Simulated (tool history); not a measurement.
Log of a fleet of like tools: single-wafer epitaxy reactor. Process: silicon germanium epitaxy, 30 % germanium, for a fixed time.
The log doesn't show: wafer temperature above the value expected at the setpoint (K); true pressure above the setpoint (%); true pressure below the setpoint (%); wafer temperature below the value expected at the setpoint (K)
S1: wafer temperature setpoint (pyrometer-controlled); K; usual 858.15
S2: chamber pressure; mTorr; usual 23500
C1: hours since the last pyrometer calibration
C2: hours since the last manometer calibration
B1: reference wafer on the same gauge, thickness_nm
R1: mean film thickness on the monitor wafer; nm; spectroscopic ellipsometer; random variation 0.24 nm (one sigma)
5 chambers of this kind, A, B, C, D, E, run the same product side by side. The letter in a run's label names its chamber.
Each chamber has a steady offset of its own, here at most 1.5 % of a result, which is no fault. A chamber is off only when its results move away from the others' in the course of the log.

run 1A day=0.292 | S1=858.15 S2=23500 | C1=2187.5 C2=2221.9 | B1=54.197 | R1=48.271
run 2E day=0.529 | S1=858.15 S2=23500 | C1=785.7 C2=1083.9 | B1=54.190 | R1=48.607
run 3C day=0.696 | S1=858.15 S2=23500 | C1=949.9 C2=1076.2 | B1=54.176 | R1=47.020
run 4B day=1.038 | S1=858.15 S2=23500 | C1=909.5 C2=1076.5 | B1=54.143 | R1=48.106
run 5D day=1.338 | S1=858.15 S2=23500 | C1=136.5 C2=1930.4 | B1=54.210 | R1=47.972
run 6B day=1.588 | S1=870.15 S2=19500 | C1=922.7 C2=1089.7 | B1=54.194 | R1=55.908
run 7C day=1.817 | S1=870.15 S2=19500 | C1=976.8 C2=1103.1 | B1=54.243 | R1=54.821
run 8E day=2.071 | S1=870.15 S2=19500 | C1=822.7 C2=1120.9 | B1=54.185 | R1=55.962
run 9D day=2.396 | S1=870.15 S2=19500 | C1=161.9 C2=1955.8 | B1=54.199 | R1=55.758
run 10A day=2.575 | S1=870.15 S2=19500 | C1=2242.3 C2=2276.7 | B1=54.213 | R1=56.032
run 11B day=2.921 | S1=847.15 S2=28500 | C1=954.7 C2=1121.7 | B1=54.198 | R1=41.997
run 12A day=3.104 | S1=847.15 S2=28500 | C1=2255.0 C2=2289.4 | B1=54.197 | R1=41.675
-- day=3.258 chamber A: pyrometer calibrated
run 13C day=3.346 | S1=847.15 S2=28500 | C1=1013.5 C2=1139.8 | B1=54.147 | R1=40.965
run 14E day=3.579 | S1=847.15 S2=28500 | C1=858.9 C2=1157.1 | B1=54.181 | R1=42.113
-- day=3.692 chamber A: capacitance manometer re-zeroed and calibrated
run 15D day=3.929 | S1=847.15 S2=28500 | C1=198.7 C2=1992.6 | B1=54.213 | R1=41.513
run 16D day=4.238 | S1=858.15 S2=23500 | C1=206.1 C2=2000.0 | B1=54.161 | R1=47.084
run 17A day=4.521 | S1=858.15 S2=23500 | C1=30.4 C2=19.9 | B1=54.155 | R1=49.213
run 18C day=4.862 | S1=858.15 S2=23500 | C1=1049.9 C2=1176.2 | B1=54.191 | R1=47.383
run 19B day=5.208 | S1=858.15 S2=23500 | C1=1009.6 C2=1176.6 | B1=54.174 | R1=47.780
run 20E day=5.417 | S1=858.15 S2=23500 | C1=903.0 C2=1201.2 | B1=54.091 | R1=47.999
run 21A day=5.712 | S1=858.15 S2=23500 | C1=59.0 C2=48.5 | B1=54.224 | R1=49.189
-- day=5.917 chamber E: capacitance manometer re-zeroed and calibrated
run 22D day=5.971 | S1=858.15 S2=23500 | C1=247.7 C2=2041.6 | B1=54.184 | R1=47.638
run 23C day=6.267 | S1=858.15 S2=23500 | C1=1083.6 C2=1209.9 | B1=54.233 | R1=47.316
run 24B day=6.562 | S1=872.15 S2=23500 | C1=1042.1 C2=1209.1 | B1=54.180 | R1=61.949
run 25E day=6.850 | S1=872.15 S2=23500 | C1=937.4 C2=22.5 | B1=54.268 | R1=62.568
run 26D day=7.121 | S1=872.15 S2=23500 | C1=275.3 C2=2069.2 | B1=54.266 | R1=61.964
run 27A day=7.375 | S1=872.15 S2=23500 | C1=98.9 C2=88.4 | B1=54.239 | R1=63.681
run 28B day=7.550 | S1=872.15 S2=23500 | C1=1065.8 C2=1232.8 | B1=54.200 | R1=62.358
run 29E day=7.746 | S1=858.15 S2=23500 | C1=958.9 C2=44.0 | B1=54.195 | R1=48.062
run 30C day=7.929 | S1=858.15 S2=23500 | C1=1123.5 C2=1249.8 | B1=54.174 | R1=47.398
run 31A day=8.254 | S1=858.15 S2=23500 | C1=120.0 C2=109.5 | B1=54.223 | R1=48.994
run 32C day=8.517 | S1=858.15 S2=23500 | C1=1137.6 C2=1263.9 | B1=54.220 | R1=47.817
run 33D day=8.758 | S1=864.15 S2=23500 | C1=314.6 C2=2108.5 | B1=54.176 | R1=53.187
run 34E day=8.946 | S1=864.15 S2=23500 | C1=987.7 C2=72.8 | B1=54.218 | R1=53.987
run 35B day=9.121 | S1=864.15 S2=23500 | C1=1103.5 C2=1270.5 | B1=54.137 | R1=53.709
run 36D day=9.442 | S1=864.15 S2=23500 | C1=331.0 C2=2124.9 | B1=54.222 | R1=53.277
run 37B day=9.696 | S1=864.15 S2=23500 | C1=1117.3 C2=1284.3 | B1=54.203 | R1=53.833
run 38C day=9.988 | S1=858.15 S2=23500 | C1=1172.9 C2=1299.2 | B1=54.235 | R1=47.338
run 39A day=10.158 | S1=858.15 S2=23500 | C1=165.7 C2=155.2 | B1=54.177 | R1=48.958
run 40E day=10.504 | S1=858.15 S2=23500 | C1=1025.1 C2=110.2 | B1=54.203 | R1=48.113

What goes on in this fleet: one chamber off, a drifting gauge, or nothing beyond the chambers' own small offsets? Name the chamber and the cause, if any.

A service left chamber A off against the others.
Cause: wafer temperature above the value expected at the setpoint (K) = 1.36.
The log may not tell that from: true pressure above the setpoint (%).

Here are 4 candidates for chamber A's next run, each the usual settings with a change, their results left as question marks. Which one brings its results back in line with what the others give on the usual settings?
In line means no further than this from the other chambers' mean on the usual settings: R1 0.830 nm
run 41A-1 day=10.758 | S1=861.15 S2=23900 | R1=?
run 41A-2 day=10.758 | S1=859.15 S2=23700 | R1=?
run 41A-3 day=10.758 | S1=858.15 S2=21800 | R1=?
run 41A-4 day=10.758 | S1=858.15 S2=20000 | R1=?

The other chambers' mean on the usual settings: R1 47.689 nm
run=41A-1 R1=52.235
run=41A-2 R1=50.115
run=41A-3 R1=47.544
run=41A-4 R1=45.925
41A-3 brings the chamber back in line.
